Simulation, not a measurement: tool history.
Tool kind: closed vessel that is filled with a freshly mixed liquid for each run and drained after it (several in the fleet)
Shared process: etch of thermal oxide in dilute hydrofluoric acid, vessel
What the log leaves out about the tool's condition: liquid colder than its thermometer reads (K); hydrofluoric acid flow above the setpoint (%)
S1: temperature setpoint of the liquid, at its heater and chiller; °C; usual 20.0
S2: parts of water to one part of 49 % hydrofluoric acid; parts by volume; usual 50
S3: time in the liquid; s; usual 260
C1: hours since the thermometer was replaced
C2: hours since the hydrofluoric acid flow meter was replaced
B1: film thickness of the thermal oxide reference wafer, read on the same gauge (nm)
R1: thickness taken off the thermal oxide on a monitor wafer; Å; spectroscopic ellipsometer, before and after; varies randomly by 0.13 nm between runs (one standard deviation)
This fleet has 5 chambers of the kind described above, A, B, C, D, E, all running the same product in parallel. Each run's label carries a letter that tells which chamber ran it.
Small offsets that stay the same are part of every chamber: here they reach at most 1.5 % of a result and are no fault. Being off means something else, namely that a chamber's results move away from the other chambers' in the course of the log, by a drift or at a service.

{"run": "1B", "hour": 13.0, "S1": 20.0, "S2": 50, "S3": 260, "C1": 2459.5, "C2": 37.1, "B1": 140.0, "R1": 230.56}
{"run": "2E", "hour": 26.8, "S1": 20.0, "S2": 50, "S3": 260, "C1": 517.2, "C2": 402.5, "B1": 139.99, "R1": 232.25}
{"run": "3D", "hour": 36.8, "S1": 20.0, "S2": 50, "S3": 260, "C1": 258.8, "C2": 1308.5, "B1": 140.02, "R1": 228.15}
{"hour": 41.4, "done": "chamber A: thermometer replaced"}
{"run": "4C", "hour": 47.5, "S1": 20.0, "S2": 50, "S3": 260, "C1": 245.6, "C2": 391.3, "B1": 139.98, "R1": 231.64}
{"run": "5A", "hour": 57.4, "S1": 20.0, "S2": 50, "S3": 260, "C1": 16.0, "C2": 510.1, "B1": 140.01, "R1": 227.51}
{"run": "6C", "hour": 68.9, "S1": 20.0, "S2": 50, "S3": 260, "C1": 267.0, "C2": 412.7, "B1": 140.03, "R1": 231.64}
{"run": "7B", "hour": 76.1, "S1": 20.0, "S2": 50, "S3": 260, "C1": 2522.6, "C2": 100.2, "B1": 140.04, "R1": 231.47}
{"run": "8E", "hour": 89.1, "S1": 17.0, "S2": 50, "S3": 400, "C1": 579.5, "C2": 464.8, "B1": 140.0, "R1": 315.21}
{"run": "9D", "hour": 96.6, "S1": 17.0, "S2": 50, "S3": 400, "C1": 318.6, "C2": 1368.3, "B1": 139.97, "R1": 310.35}
{"run": "10A", "hour": 109.2, "S1": 17.0, "S2": 50, "S3": 400, "C1": 67.8, "C2": 561.9, "B1": 139.97, "R1": 307.97}
{"run": "11C", "hour": 117.6, "S1": 17.0, "S2": 50, "S3": 400, "C1": 315.7, "C2": 461.4, "B1": 139.98, "R1": 310.98}
{"run": "12A", "hour": 125.0, "S1": 17.0, "S2": 50, "S3": 400, "C1": 83.6, "C2": 577.7, "B1": 140.01, "R1": 307.7}
{"run": "13B", "hour": 133.4, "S1": 20.0, "S2": 50, "S3": 260, "C1": 2579.9, "C2": 157.5, "B1": 140.01, "R1": 229.04}
{"run": "14D", "hour": 142.3, "S1": 20.0, "S2": 50, "S3": 260, "C1": 364.3, "C2": 1414.0, "B1": 139.98, "R1": 229.52}
{"hour": 151.6, "done": "chamber B: thermometer replaced"}
{"run": "15E", "hour": 153.8, "S1": 20.0, "S2": 50, "S3": 260, "C1": 644.2, "C2": 529.5, "B1": 139.99, "R1": 230.8}
{"run": "16E", "hour": 160.1, "S1": 20.0, "S2": 50, "S3": 260, "C1": 650.5, "C2": 535.8, "B1": 139.95, "R1": 235.33}
{"run": "17D", "hour": 166.7, "S1": 23.5, "S2": 40, "S3": 260, "C1": 388.7, "C2": 1438.4, "B1": 139.98, "R1": 335.18}
{"run": "18A", "hour": 176.0, "S1": 23.5, "S2": 40, "S3": 260, "C1": 134.6, "C2": 628.7, "B1": 140.02, "R1": 334.85}
{"run": "19C", "hour": 183.5, "S1": 23.5, "S2": 40, "S3": 260, "C1": 381.6, "C2": 527.3, "B1": 140.0, "R1": 342.67}
{"run": "20B", "hour": 197.4, "S1": 23.5, "S2": 40, "S3": 260, "C1": 45.8, "C2": 221.5, "B1": 140.04, "R1": 338.52}
{"run": "21A", "hour": 206.1, "S1": 23.5, "S2": 40, "S3": 260, "C1": 164.7, "C2": 658.8, "B1": 140.02, "R1": 333.85}
{"run": "22B", "hour": 218.8, "S1": 20.0, "S2": 50, "S3": 260, "C1": 67.2, "C2": 242.9, "B1": 140.01, "R1": 232.72}
{"run": "23D", "hour": 229.5, "S1": 20.0, "S2": 50, "S3": 260, "C1": 451.5, "C2": 1501.2, "B1": 140.02, "R1": 228.64}
{"run": "24E", "hour": 242.2, "S1": 20.0, "S2": 50, "S3": 260, "C1": 732.6, "C2": 617.9, "B1": 140.02, "R1": 230.35}
{"run": "25C", "hour": 253.1, "S1": 20.0, "S2": 50, "S3": 260, "C1": 451.2, "C2": 596.9, "B1": 140.01, "R1": 230.59}
{"run": "26B", "hour": 264.6, "S1": 20.0, "S2": 50, "S3": 260, "C1": 113.0, "C2": 288.7, "B1": 140.01, "R1": 228.73}
{"run": "27C", "hour": 270.6, "S1": 20.0, "S2": 50, "S3": 260, "C1": 468.7, "C2": 614.4, "B1": 140.01, "R1": 230.03}
{"run": "28A", "hour": 280.5, "S1": 20.0, "S2": 50, "S3": 260, "C1": 239.1, "C2": 733.2, "B1": 140.01, "R1": 229.66}
{"run": "29D", "hour": 288.6, "S1": 20.0, "S2": 50, "S3": 260, "C1": 510.6, "C2": 1560.3, "B1": 140.0, "R1": 226.39}
{"run": "30E", "hour": 301.2, "S1": 20.0, "S2": 50, "S3": 260, "C1": 791.6, "C2": 676.9, "B1": 140.04, "R1": 232.26}
{"run": "31D", "hour": 307.6, "S1": 20.0, "S2": 50, "S3": 260, "C1": 529.6, "C2": 1579.3, "B1": 140.04, "R1": 226.51}
{"run": "32E", "hour": 318.9, "S1": 20.0, "S2": 50, "S3": 260, "C1": 809.3, "C2": 694.6, "B1": 139.99, "R1": 232.05}

What goes on in this fleet: one chamber off, a drifting gauge, or nothing beyond the chambers' own small offsets? Name the chamber and the cause, if any.

All chambers stay in line apart from their small fixed offsets, and the gauge does not drift.
